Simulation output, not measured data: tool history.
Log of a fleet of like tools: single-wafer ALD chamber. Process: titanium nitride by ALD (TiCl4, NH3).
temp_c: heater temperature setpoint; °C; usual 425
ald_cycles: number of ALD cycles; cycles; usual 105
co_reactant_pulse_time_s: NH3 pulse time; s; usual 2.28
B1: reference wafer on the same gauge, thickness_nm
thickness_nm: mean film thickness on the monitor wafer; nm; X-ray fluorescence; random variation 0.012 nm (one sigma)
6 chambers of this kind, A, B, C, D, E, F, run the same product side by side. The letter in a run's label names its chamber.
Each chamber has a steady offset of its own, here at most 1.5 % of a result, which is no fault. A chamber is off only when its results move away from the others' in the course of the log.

{"run": "1A", "hour": 7.2, "temp_c": 425, "ald_cycles": 105, "co_reactant_pulse_time_s": 2.28, "B1": 1.9498, "thickness_nm": 2.3566}
{"run": "2E", "hour": 17.6, "temp_c": 425, "ald_cycles": 105, "co_reactant_pulse_time_s": 2.28, "B1": 1.9461, "thickness_nm": 2.3454}
{"run": "3D", "hour": 27.8, "temp_c": 425, "ald_cycles": 105, "co_reactant_pulse_time_s": 2.28, "B1": 1.9503, "thickness_nm": 2.3649}
{"run": "4C", "hour": 33.9, "temp_c": 425, "ald_cycles": 105, "co_reactant_pulse_time_s": 2.28, "B1": 1.9496, "thickness_nm": 2.3494}
{"run": "5B", "hour": 43.0, "temp_c": 425, "ald_cycles": 123, "co_reactant_pulse_time_s": 2.28, "B1": 1.9508, "thickness_nm": 2.7272}
{"run": "6F", "hour": 54.7, "temp_c": 425, "ald_cycles": 123, "co_reactant_pulse_time_s": 2.28, "B1": 1.9515, "thickness_nm": 2.7617}
{"run": "7B", "hour": 65.1, "temp_c": 425, "ald_cycles": 123, "co_reactant_pulse_time_s": 2.28, "B1": 1.9496, "thickness_nm": 2.708}
{"run": "8F", "hour": 71.8, "temp_c": 425, "ald_cycles": 123, "co_reactant_pulse_time_s": 2.28, "B1": 1.9512, "thickness_nm": 2.754}
{"run": "9C", "hour": 78.4, "temp_c": 425, "ald_cycles": 123, "co_reactant_pulse_time_s": 2.28, "B1": 1.952, "thickness_nm": 2.7421}
{"run": "10D", "hour": 90.1, "temp_c": 425, "ald_cycles": 123, "co_reactant_pulse_time_s": 2.28, "B1": 1.9506, "thickness_nm": 2.7472}
{"run": "11E", "hour": 99.8, "temp_c": 425, "ald_cycles": 105, "co_reactant_pulse_time_s": 2.28, "B1": 1.9501, "thickness_nm": 2.346}
{"run": "12A", "hour": 106.1, "temp_c": 425, "ald_cycles": 105, "co_reactant_pulse_time_s": 2.28, "B1": 1.9498, "thickness_nm": 2.3547}
{"run": "13B", "hour": 116.7, "temp_c": 439, "ald_cycles": 105, "co_reactant_pulse_time_s": 2.28, "B1": 1.9488, "thickness_nm": 2.3239}
{"run": "14A", "hour": 125.9, "temp_c": 439, "ald_cycles": 105, "co_reactant_pulse_time_s": 2.28, "B1": 1.9519, "thickness_nm": 2.3341}
{"run": "15F", "hour": 136.4, "temp_c": 439, "ald_cycles": 105, "co_reactant_pulse_time_s": 2.28, "B1": 1.9532, "thickness_nm": 2.3475}
{"run": "16E", "hour": 142.6, "temp_c": 439, "ald_cycles": 105, "co_reactant_pulse_time_s": 2.28, "B1": 1.9485, "thickness_nm": 2.3526}
{"run": "17C", "hour": 153.3, "temp_c": 439, "ald_cycles": 105, "co_reactant_pulse_time_s": 2.28, "B1": 1.9503, "thickness_nm": 2.3233}
{"run": "18D", "hour": 162.3, "temp_c": 439, "ald_cycles": 105, "co_reactant_pulse_time_s": 2.28, "B1": 1.949, "thickness_nm": 2.3561}
{"run": "19E", "hour": 168.2, "temp_c": 425, "ald_cycles": 105, "co_reactant_pulse_time_s": 2.28, "B1": 1.947, "thickness_nm": 2.3566}
{"run": "20C", "hour": 176.1, "temp_c": 425, "ald_cycles": 105, "co_reactant_pulse_time_s": 2.28, "B1": 1.9511, "thickness_nm": 2.342}
{"run": "21B", "hour": 184.8, "temp_c": 425, "ald_cycles": 105, "co_reactant_pulse_time_s": 2.28, "B1": 1.9491, "thickness_nm": 2.3013}
{"run": "22D", "hour": 195.4, "temp_c": 425, "ald_cycles": 105, "co_reactant_pulse_time_s": 2.28, "B1": 1.9497, "thickness_nm": 2.3631}
{"run": "23F", "hour": 201.0, "temp_c": 425, "ald_cycles": 105, "co_reactant_pulse_time_s": 2.28, "B1": 1.9487, "thickness_nm": 2.3491}
{"run": "24A", "hour": 206.8, "temp_c": 425, "ald_cycles": 105, "co_reactant_pulse_time_s": 2.28, "B1": 1.953, "thickness_nm": 2.3272}
{"run": "25E", "hour": 214.8, "temp_c": 425, "ald_cycles": 105, "co_reactant_pulse_time_s": 2.28, "B1": 1.9501, "thickness_nm": 2.3357}
{"run": "26F", "hour": 223.6, "temp_c": 425, "ald_cycles": 105, "co_reactant_pulse_time_s": 2.28, "B1": 1.9524, "thickness_nm": 2.374}
{"run": "27D", "hour": 229.2, "temp_c": 425, "ald_cycles": 105, "co_reactant_pulse_time_s": 2.28, "B1": 1.95, "thickness_nm": 2.3849}
{"run": "28C", "hour": 234.6, "temp_c": 425, "ald_cycles": 105, "co_reactant_pulse_time_s": 2.28, "B1": 1.952, "thickness_nm": 2.3419}
{"run": "29A", "hour": 240.3, "temp_c": 425, "ald_cycles": 105, "co_reactant_pulse_time_s": 2.28, "B1": 1.9514, "thickness_nm": 2.3365}
{"run": "30B", "hour": 249.2, "temp_c": 425, "ald_cycles": 105, "co_reactant_pulse_time_s": 2.28, "B1": 1.9493, "thickness_nm": 2.3179}
{"run": "31D", "hour": 255.4, "temp_c": 425, "ald_cycles": 105, "co_reactant_pulse_time_s": 2.28, "B1": 1.9521, "thickness_nm": 2.3594}
{"run": "32B", "hour": 262.3, "temp_c": 416, "ald_cycles": 105, "co_reactant_pulse_time_s": 2.28, "B1": 1.95, "thickness_nm": 2.3061}
{"run": "33E", "hour": 272.2, "temp_c": 416, "ald_cycles": 105, "co_reactant_pulse_time_s": 2.28, "B1": 1.9477, "thickness_nm": 2.3413}
{"run": "34C", "hour": 277.7, "temp_c": 416, "ald_cycles": 105, "co_reactant_pulse_time_s": 2.28, "B1": 1.9484, "thickness_nm": 2.3066}
{"run": "35F", "hour": 286.5, "temp_c": 416, "ald_cycles": 105, "co_reactant_pulse_time_s": 2.28, "B1": 1.9479, "thickness_nm": 2.3663}
{"run": "36A", "hour": 296.7, "temp_c": 416, "ald_cycles": 105, "co_reactant_pulse_time_s": 2.28, "B1": 1.9497, "thickness_nm": 2.3364}
{"run": "37D", "hour": 306.5, "temp_c": 416, "ald_cycles": 105, "co_reactant_pulse_time_s": 2.28, "B1": 1.9505, "thickness_nm": 2.3297}
{"run": "38B", "hour": 315.2, "temp_c": 425, "ald_cycles": 105, "co_reactant_pulse_time_s": 2.28, "B1": 1.9498, "thickness_nm": 2.2959}
{"run": "39C", "hour": 326.1, "temp_c": 425, "ald_cycles": 105, "co_reactant_pulse_time_s": 2.28, "B1": 1.9527, "thickness_nm": 2.3546}
{"run": "40E", "hour": 331.7, "temp_c": 425, "ald_cycles": 105, "co_reactant_pulse_time_s": 2.28, "B1": 1.9505, "thickness_nm": 2.3652}
{"run": "41F", "hour": 342.6, "temp_c": 425, "ald_cycles": 105, "co_reactant_pulse_time_s": 2.28, "B1": 1.9498, "thickness_nm": 2.3534}
{"run": "42A", "hour": 347.7, "temp_c": 425, "ald_cycles": 105, "co_reactant_pulse_time_s": 2.28, "B1": 1.9518, "thickness_nm": 2.378}
{"run": "43F", "hour": 357.5, "temp_c": 425, "ald_cycles": 105, "co_reactant_pulse_time_s": 2.28, "B1": 1.951, "thickness_nm": 2.3464}

Is one chamber off against the others, does the gauge drift, or is nothing wrong? If a chamber is off, say which, and what the likeliest cause is.

No chamber stands off beyond its own small offset, and the gauge holds steady.
